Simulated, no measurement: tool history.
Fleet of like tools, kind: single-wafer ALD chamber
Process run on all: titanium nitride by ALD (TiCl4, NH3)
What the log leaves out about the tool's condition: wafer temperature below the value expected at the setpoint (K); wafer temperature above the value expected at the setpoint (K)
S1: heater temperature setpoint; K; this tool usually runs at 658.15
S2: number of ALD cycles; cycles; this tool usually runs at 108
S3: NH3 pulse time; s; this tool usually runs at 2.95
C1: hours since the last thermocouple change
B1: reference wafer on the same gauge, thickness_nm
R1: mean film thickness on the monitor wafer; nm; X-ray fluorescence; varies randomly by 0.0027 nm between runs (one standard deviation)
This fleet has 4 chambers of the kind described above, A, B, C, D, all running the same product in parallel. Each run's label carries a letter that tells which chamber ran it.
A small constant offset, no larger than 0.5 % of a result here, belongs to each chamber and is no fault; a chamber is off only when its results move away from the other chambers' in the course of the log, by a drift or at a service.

-- day=0.392 chamber C: thermocouple changed; heater temperature recalibrated
run 1D day=0.567 | S1=658.15 S2=108 S3=2.95 | C1=677.2 | B1=2.6097 | R1=2.3897
run 2B day=1.125 | S1=658.15 S2=108 S3=2.95 | C1=576.9 | B1=2.6083 | R1=2.3915
run 3C day=1.567 | S1=658.15 S2=108 S3=2.95 | C1=28.3 | B1=2.6083 | R1=2.3894
run 4A day=1.942 | S1=658.15 S2=108 S3=2.95 | C1=816.8 | B1=2.6076 | R1=2.3944
run 5A day=2.208 | S1=658.15 S2=108 S3=2.95 | C1=823.2 | B1=2.6087 | R1=2.3960
run 6D day=2.488 | S1=658.15 S2=108 S3=2.95 | C1=723.3 | B1=2.6080 | R1=2.3842
run 7C day=2.771 | S1=658.15 S2=108 S3=2.95 | C1=57.2 | B1=2.6070 | R1=2.3885
run 8B day=3.175 | S1=658.15 S2=108 S3=2.95 | C1=626.1 | B1=2.6071 | R1=2.3923
run 9C day=3.525 | S1=658.15 S2=108 S3=2.95 | C1=75.3 | B1=2.6072 | R1=2.3803
run 10D day=3.908 | S1=658.15 S2=118 S3=3.32 | C1=757.4 | B1=2.6065 | R1=2.6174
run 11B day=4.204 | S1=658.15 S2=118 S3=3.32 | C1=650.8 | B1=2.6063 | R1=2.6239
run 12A day=4.696 | S1=658.15 S2=118 S3=3.32 | C1=882.9 | B1=2.6055 | R1=2.6307
run 13C day=5.117 | S1=658.15 S2=118 S3=3.32 | C1=113.5 | B1=2.6056 | R1=2.6181
run 14B day=5.692 | S1=658.15 S2=108 S3=2.95 | C1=686.5 | B1=2.6060 | R1=2.3880
run 15A day=6.208 | S1=658.15 S2=108 S3=2.95 | C1=919.2 | B1=2.6048 | R1=2.3891
run 16D day=6.625 | S1=658.15 S2=108 S3=2.95 | C1=822.6 | B1=2.6045 | R1=2.3839
run 17A day=7.025 | S1=658.15 S2=108 S3=2.95 | C1=938.8 | B1=2.6032 | R1=2.3910
run 18C day=7.488 | S1=658.15 S2=108 S3=2.95 | C1=170.4 | B1=2.6034 | R1=2.3828
run 19B day=8.058 | S1=658.15 S2=108 S3=2.95 | C1=743.3 | B1=2.6030 | R1=2.3882
run 20D day=8.525 | S1=658.15 S2=108 S3=2.95 | C1=868.2 | B1=2.6024 | R1=2.3867
run 21C day=9.083 | S1=658.15 S2=108 S3=2.95 | C1=208.7 | B1=2.6024 | R1=2.3878
run 22D day=9.521 | S1=658.15 S2=108 S3=2.95 | C1=892.1 | B1=2.6020 | R1=2.3757
run 23A day=9.929 | S1=658.15 S2=108 S3=2.95 | C1=1008.5 | B1=2.6007 | R1=2.3921
run 24B day=10.471 | S1=658.15 S2=108 S3=2.95 | C1=801.2 | B1=2.6007 | R1=2.3855
run 25B day=10.808 | S1=658.15 S2=108 S3=2.95 | C1=809.3 | B1=2.5998 | R1=2.3861
run 26C day=11.304 | S1=658.15 S2=108 S3=2.95 | C1=262.0 | B1=2.5999 | R1=2.3831
run 27A day=11.825 | S1=658.15 S2=108 S3=2.95 | C1=1054.0 | B1=2.5994 | R1=2.3931
run 28D day=12.321 | S1=658.15 S2=108 S3=2.95 | C1=959.3 | B1=2.5996 | R1=2.3778
run 29B day=12.854 | S1=658.15 S2=108 S3=2.95 | C1=858.4 | B1=2.5979 | R1=2.3872
run 30C day=13.446 | S1=658.15 S2=93 S3=2.17 | C1=313.4 | B1=2.5973 | R1=2.0205

What goes on in this fleet: one chamber off, a drifting gauge, or nothing beyond the chambers' own small offsets? Name the chamber and the cause, if any.

It is the gauge, not a chamber: its drift shows up in every chamber's results at once, and no chamber is off.
Most likely cause: gauge reads low (%) = 0.47.
